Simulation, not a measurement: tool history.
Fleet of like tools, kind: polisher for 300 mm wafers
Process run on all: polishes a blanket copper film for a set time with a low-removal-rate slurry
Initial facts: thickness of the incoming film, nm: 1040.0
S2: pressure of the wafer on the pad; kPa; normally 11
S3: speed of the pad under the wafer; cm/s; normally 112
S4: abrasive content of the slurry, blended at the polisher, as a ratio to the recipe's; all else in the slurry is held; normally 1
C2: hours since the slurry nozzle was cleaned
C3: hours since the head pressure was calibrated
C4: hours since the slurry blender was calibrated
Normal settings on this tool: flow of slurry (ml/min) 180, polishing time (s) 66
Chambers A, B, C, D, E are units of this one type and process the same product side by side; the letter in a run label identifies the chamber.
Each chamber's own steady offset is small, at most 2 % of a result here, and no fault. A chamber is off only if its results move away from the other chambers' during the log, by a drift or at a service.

At day 0.171: chamber A: worn pad replaced by a new one.
At day 0.4: chamber B: slurry blender recalibrated.
At day 0.442: chamber B: worn pad replaced by a new one.
Run 1A, day 0.458: usual settings; wafers polished on this pad 107; C2 102.9; C3 546.7; C4 196.1. Result: film removed (Å) 1389.2.
At day 0.821: chamber E: worn pad replaced by a new one.
Run 2E, day 1.012: usual settings; wafers polished on this pad 72; C2 422.2; C3 166.5; C4 52.1. Result: film removed (Å) 1411.5.
At day 1.217: chamber D: slurry nozzle cleaned.
Run 3D, day 1.3: usual settings; wafers polished on this pad 513; C2 2; C3 330.7; C4 184. Result: film removed (Å) 1395.
Run 4C, day 1.892: usual settings; wafers polished on this pad 831; C2 104.5; C3 213.5; C4 102.9. Result: film removed (Å) 1370.9.
Run 5B, day 2.225: usual settings; wafers polished on this pad 668; C2 235.2; C3 565.4; C4 43.9. Result: film removed (Å) 1348.4.
Run 6C, day 2.575: usual settings; wafers polished on this pad 1086; C2 120.9; C3 229.9; C4 119.3. Result: film removed (Å) 1384.9.
At day 2.967: chamber D: head pressure recalibrated.
At day 2.992: chamber E: slurry nozzle cleaned.
Run 7A, day 3.121: usual settings; wafers polished on this pad 1103; C2 166.8; C3 610.6; C4 260. Result: film removed (Å) 1392.6.
At day 3.179: chamber C: worn pad replaced by a new one.
At day 3.283: chamber A: slurry blender recalibrated.
Run 8B, day 3.45: usual settings; wafers polished on this pad 1126; C2 264.6; C3 594.8; C4 73.3. Result: film removed (Å) 1350.3.
At day 3.55: chamber D: worn pad replaced by a new one.
At day 3.646: chamber A: worn pad replaced by a new one.
At day 3.7: chamber B: worn pad replaced by a new one.
Run 9E, day 3.838: usual settings; wafers polished on this pad 1129; C2 20.3; C3 234.3; C4 119.9. Result: film removed (Å) 1419.
At day 4.383: chamber E: worn pad replaced by a new one.
Run 10D, day 4.421: usual settings; wafers polished on this pad 325; C2 76.9; C3 34.9; C4 258.9. Result: film removed (Å) 1385.5.
Run 11A, day 5.029: usual settings; wafers polished on this pad 517; C2 212.6; C3 656.4; C4 41.9. Result: film removed (Å) 1411.8.
Run 12E, day 5.638: usual settings; wafers polished on this pad 470; C2 63.5; C3 277.5; C4 163.1. Result: film removed (Å) 1435.1.
Run 13D, day 6.254: usual settings; wafers polished on this pad 1011; C2 120.9; C3 78.9; C4 302.9. Result: film removed (Å) 1417.7.
At day 6.4: chamber C: worn pad replaced by a new one.
At day 6.562: chamber A: worn pad replaced by a new one.
Run 14B, day 6.6: usual settings; wafers polished on this pad 1085; C2 340.2; C3 670.4; C4 148.9. Result: film removed (Å) 1378.3.
At day 6.712: chamber C: head pressure recalibrated.
At day 6.729: chamber B: worn pad replaced by a new one.
Run 15C, day 6.967: usual settings but S4 0.75; wafers polished on this pad 213; C2 226.3; C3 6.2; C4 224.7. Result: film removed (Å) 1335.7.
At day 7.217: chamber D: worn pad replaced by a new one.
Run 16D, day 7.367: usual settings but S4 0.75; wafers polished on this pad 56; C2 147.6; C3 105.6; C4 329.6. Result: film removed (Å) 1311.
At day 7.554: chamber E: head pressure recalibrated.
At day 7.571: chamber C: slurry blender recalibrated.
Run 17C, day 7.633: usual settings but S4 0.75; wafers polished on this pad 462; C2 242.3; C3 22.2; C4 1.6. Result: film removed (Å) 1332.9.
Run 18E, day 7.967: usual settings but S4 0.75; wafers polished on this pad 1341; C2 119.4; C3 10; C4 219. Result: film removed (Å) 1312.7.
At day 8.012: chamber E: worn pad replaced by a new one.
Run 19B, day 8.325: usual settings but S4 0.75; wafers polished on this pad 597; C2 381.6; C3 711.8; C4 190.3. Result: film removed (Å) 1292.4.
Run 20A, day 8.862: usual settings; wafers polished on this pad 861; C2 304.6; C3 748.4; C4 133.9. Result: film removed (Å) 1469.1.
At day 9.258: chamber C: worn pad replaced by a new one.
Run 21B, day 9.396: usual settings but flow of slurry (ml/min) 220, S4 0.9; wafers polished on this pad 998; C2 407.3; C3 737.5; C4 216. Result: film removed (Å) 1392.6.
At day 9.867: chamber B: worn pad replaced by a new one.
Run 22E, day 9.9: usual settings but flow of slurry (ml/min) 220, S4 0.9; wafers polished on this pad 706; C2 165.8; C3 56.4; C4 265.4. Result: film removed (Å) 1420.4.
At day 10.112: chamber A: worn pad replaced by a new one.
At day 10.358: chamber C: slurry nozzle cleaned.
Run 23D, day 10.475: usual settings but flow of slurry (ml/min) 220, S4 0.9; wafers polished on this pad 1219; C2 222.2; C3 180.2; C4 404.2. Result: film removed (Å) 1378.2.
At day 10.517: chamber D: worn pad replaced by a new one.
At day 10.821: chamber B: head pressure recalibrated.
Run 24C, day 10.912: usual settings but flow of slurry (ml/min) 220, S4 0.9; wafers polished on this pad 619; C2 13.4; C3 100.9; C4 80.3. Result: film removed (Å) 1421.9.
At day 10.971: chamber E: worn pad replaced by a new one.
Run 25A, day 11.492: usual settings but flow of slurry (ml/min) 220, S4 0.9; wafers polished on this pad 516; C2 367.7; C3 811.5; C4 197. Result: film removed (Å) 1500.3.
Run 26A, day 11.888: usual settings; wafers polished on this pad 665; C2 377.2; C3 821; C4 206.5. Result: film removed (Å) 1464.9.
Run 27B, day 12.35: usual settings; wafers polished on this pad 929; C2 478.2; C3 36.7; C4 286.9. Result: film removed (Å) 1370.1.
At day 12.65: chamber C: worn pad replaced by a new one.
Run 28D, day 12.904: usual settings but polishing time (s) 57; wafers polished on this pad 893; C2 280.5; C3 238.5; C4 462.5. Result: film removed (Å) 1206.
At day 13.188: chamber B: worn pad replaced by a new one.
Run 29C, day 13.2: usual settings but polishing time (s) 57; wafers polished on this pad 206; C2 68.3; C3 155.8; C4 135.2. Result: film removed (Å) 1199.
Run 30E, day 13.471: usual settings but polishing time (s) 57; wafers polished on this pad 936; C2 251.5; C3 142.1; C4 351.1. Result: film removed (Å) 1227.4.
At day 13.483: chamber A: worn pad replaced by a new one.
At day 13.738: chamber D: worn pad replaced by a new one.
Run 31E, day 13.9: usual settings but polishing time (s) 57; wafers polished on this pad 1097; C2 261.8; C3 152.4; C4 361.4. Result: film removed (Å) 1190.6.
At day 13.958: chamber B: slurry nozzle cleaned.
At day 14.033: chamber E: worn pad replaced by a new one.
At day 14.112: chamber D: slurry blender recalibrated.
Run 32C, day 14.433: usual settings but polishing time (s) 57; wafers polished on this pad 668; C2 97.9; C3 185.4; C4 164.8. Result: film removed (Å) 1196.8.
At day 14.796: chamber A: slurry blender recalibrated.
At day 14.979: chamber D: head pressure recalibrated.
Run 33D, day 15.025: usual settings; wafers polished on this pad 482; C2 331.4; C3 1.2; C4 21.9. Result: film removed (Å) 1433.6.
At day 15.338: chamber B: slurry blender recalibrated.
Run 34A, day 15.538: usual settings but S3 136 cm/s; wafers polished on this pad 769; C2 464.8; C3 908.6; C4 17.8. Result: film removed (Å) 1858.1.
Run 35B, day 16.021: usual settings but S3 136 cm/s; wafers polished on this pad 1061; C2 49.5; C3 124.8; C4 16.4. Result: film removed (Å) 1656.4.
Run 36E, day 16.292: usual settings but S3 136 cm/s; wafers polished on this pad 844; C2 319.2; C3 209.8; C4 418.8. Result: film removed (Å) 1689.3.

All 5 chambers run these settings next. Forecast each chamber's results:
Run 37A, day 16.729: usual settings but S3 74 cm/s. Result: film removed (Å) ?.
Run 37B, day 16.729: usual settings but S3 74 cm/s. Result: film removed (Å) ?.
Run 37C, day 16.729: usual settings but S3 74 cm/s. Result: film removed (Å) ?.
Run 37D, day 16.729: usual settings but S3 74 cm/s. Result: film removed (Å) ?.
Run 37E, day 16.729: usual settings but S3 74 cm/s. Result: film removed (Å) ?.

run  film removed (Å)
37A            1026.2
37B            899.93
37C            921.32
37D            921.27
37E            923.18
